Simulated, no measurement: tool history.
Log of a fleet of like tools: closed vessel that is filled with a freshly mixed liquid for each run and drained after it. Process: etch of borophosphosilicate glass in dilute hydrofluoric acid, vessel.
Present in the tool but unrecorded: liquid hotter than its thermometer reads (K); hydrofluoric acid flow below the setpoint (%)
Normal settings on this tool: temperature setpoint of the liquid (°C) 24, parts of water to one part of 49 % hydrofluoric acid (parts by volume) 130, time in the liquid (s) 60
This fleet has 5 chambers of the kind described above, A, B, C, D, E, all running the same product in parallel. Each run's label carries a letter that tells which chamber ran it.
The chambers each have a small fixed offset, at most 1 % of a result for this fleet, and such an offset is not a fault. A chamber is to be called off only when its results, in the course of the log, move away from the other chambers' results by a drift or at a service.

| run | day | temperature setpoint of the liquid (°C) | parts of water to one part of 49 % hydrofluoric acid (parts by volume) | time in the liquid (s) | hours since the thermometer was replaced | hours since the hydrofluoric acid flow meter was replaced | read-back film thickness of the borophosphosilicate glass reference wafer, read on the same gauge (nm) | thickness taken off the borophosphosilicate glass on a monitor wafer (Å) |
|---|---|---|---|---|---|---|---|---|
| 1B | 0.358 | 24 | 130 | 60 | 594.4 | 461.9 | 70.008 | 147.95 |
| 2C | 0.65 | 24 | 130 | 60 | 848.3 | 1464.8 | 69.974 | 150.28 |
| 3D | 0.912 | 24 | 130 | 60 | 582.4 | 398.5 | 69.986 | 147.75 |
| 4E | 1.267 | 24 | 130 | 60 | 482.7 | 657.5 | 70.027 | 150.8 |
| 5A | 1.517 | 24 | 130 | 60 | 1509.8 | 1343.7 | 70.011 | 149.6 |
| 6E | 1.738 | 24 | 130 | 60 | 494 | 668.8 | 69.987 | 149.77 |
| 7D | 1.942 | 24 | 130 | 60 | 607.1 | 423.2 | 70.003 | 149.37 |
| 8C | 2.262 | 24 | 130 | 60 | 887 | 1503.5 | 70.036 | 146.89 |
| 9B | 2.479 | 24 | 130 | 60 | 645.3 | 512.8 | 70.006 | 147.56 |
| 10A | 2.646 | 24 | 130 | 60 | 1536.9 | 1370.8 | 69.954 | 147.42 |
| 11D | 2.929 | 24 | 130 | 60 | 630.8 | 446.9 | 70.027 | 150.43 |
| 12C | 3.217 | 24 | 130 | 60 | 909.9 | 1526.4 | 69.965 | 146.13 |
| 13E | 3.383 | 24 | 130 | 60 | 533.5 | 708.3 | 69.966 | 149.18 |
| 14B | 3.679 | 24 | 130 | 60 | 674.1 | 541.6 | 69.995 | 146.3 |
| 15A | 3.9 | 24 | 130 | 60 | 1567 | 1400.9 | 69.992 | 148.2 |
| 16D | 4.221 | 24 | 130 | 60 | 661.8 | 477.9 | 69.96 | 149.13 |
|  | 4.5 | chamber C: hydrofluoric acid flow meter replaced |
| 17B | 4.562 | 24 | 130 | 60 | 695.3 | 562.8 | 70.007 | 147.37 |
| 18E | 4.808 | 24 | 130 | 60 | 567.7 | 742.5 | 69.989 | 150.91 |
| 19C | 5.167 | 24 | 130 | 60 | 956.7 | 16 | 69.982 | 149.73 |
| 20A | 5.433 | 24 | 195 | 30 | 1603.8 | 1437.7 | 69.964 | 45.797 |
| 21A | 5.662 | 24 | 195 | 30 | 1609.3 | 1443.2 | 70.006 | 46.57 |
| 22E | 5.846 | 24 | 195 | 30 | 592.6 | 767.4 | 69.999 | 46.282 |
| 23D | 6.008 | 24 | 195 | 30 | 704.7 | 520.8 | 70.027 | 46.724 |
| 24B | 6.167 | 24 | 195 | 30 | 733.8 | 601.3 | 69.955 | 45.993 |
| 25C | 6.479 | 24 | 130 | 60 | 988.2 | 47.5 | 70.011 | 149.23 |
| 26C | 6.7 | 21 | 130 | 60 | 993.5 | 52.8 | 70.008 | 131.28 |
| 27A | 6.9 | 21 | 130 | 60 | 1639 | 1472.9 | 69.964 | 131.63 |
| 28D | 7.129 | 21 | 130 | 60 | 731.6 | 547.7 | 70.033 | 137.62 |
| 29B | 7.425 | 21 | 130 | 60 | 764 | 631.5 | 70.003 | 132.05 |
| 30E | 7.762 | 21 | 130 | 60 | 638.6 | 813.4 | 70.027 | 134.08 |
| 31E | 7.938 | 24 | 130 | 60 | 642.8 | 817.6 | 70.001 | 149.4 |
| 32D | 8.154 | 24 | 130 | 60 | 756.2 | 572.3 | 70.006 | 156.6 |
| 33A | 8.471 | 24 | 130 | 60 | 1676.7 | 1510.6 | 69.973 | 147.65 |
| 34B | 8.746 | 24 | 130 | 60 | 795.7 | 663.2 | 69.986 | 146.65 |
| 35C | 8.925 | 27.5 | 180 | 60 | 1046.9 | 106.2 | 69.981 | 114.36 |
| 36B | 9.158 | 27.5 | 180 | 60 | 805.6 | 673.1 | 69.987 | 115.56 |
| 37E | 9.479 | 27.5 | 180 | 60 | 679.8 | 854.6 | 69.984 | 116.75 |
| 38C | 9.708 | 27.5 | 180 | 60 | 1065.7 | 125 | 70.019 | 116.14 |
|  | 9.738 | chamber A: thermometer replaced |
| 39A | 10.046 | 27.5 | 180 | 60 | 7.5 | 1548.4 | 70.01 | 113.71 |
| 40D | 10.367 | 24 | 130 | 60 | 809.3 | 625.4 | 70.044 | 157.35 |
| 41D | 10.596 | 24 | 130 | 60 | 814.8 | 630.9 | 70.003 | 157.03 |
| 42C | 10.817 | 24 | 130 | 60 | 1092.3 | 151.6 | 70.031 | 146.31 |

Each of the 5 chambers runs these same settings next. Fill in every chamber's results:
| 43A | 11.079 | 24 | 130 | 60 |  |  |  | ? |
| 43B | 11.079 | 24 | 130 | 60 |  |  |  | ? |
| 43C | 11.079 | 24 | 130 | 60 |  |  |  | ? |
| 43D | 11.079 | 24 | 130 | 60 |  |  |  | ? |
| 43E | 11.079 | 24 | 130 | 60 |  |  |  | ? |

| run | thickness taken off the borophosphosilicate glass on a monitor wafer (Å) |
|---|---|
| 43A | 145.37 |
| 43B | 146.42 |
| 43C | 148.34 |
| 43D | 154.93 |
| 43E | 149.83 |

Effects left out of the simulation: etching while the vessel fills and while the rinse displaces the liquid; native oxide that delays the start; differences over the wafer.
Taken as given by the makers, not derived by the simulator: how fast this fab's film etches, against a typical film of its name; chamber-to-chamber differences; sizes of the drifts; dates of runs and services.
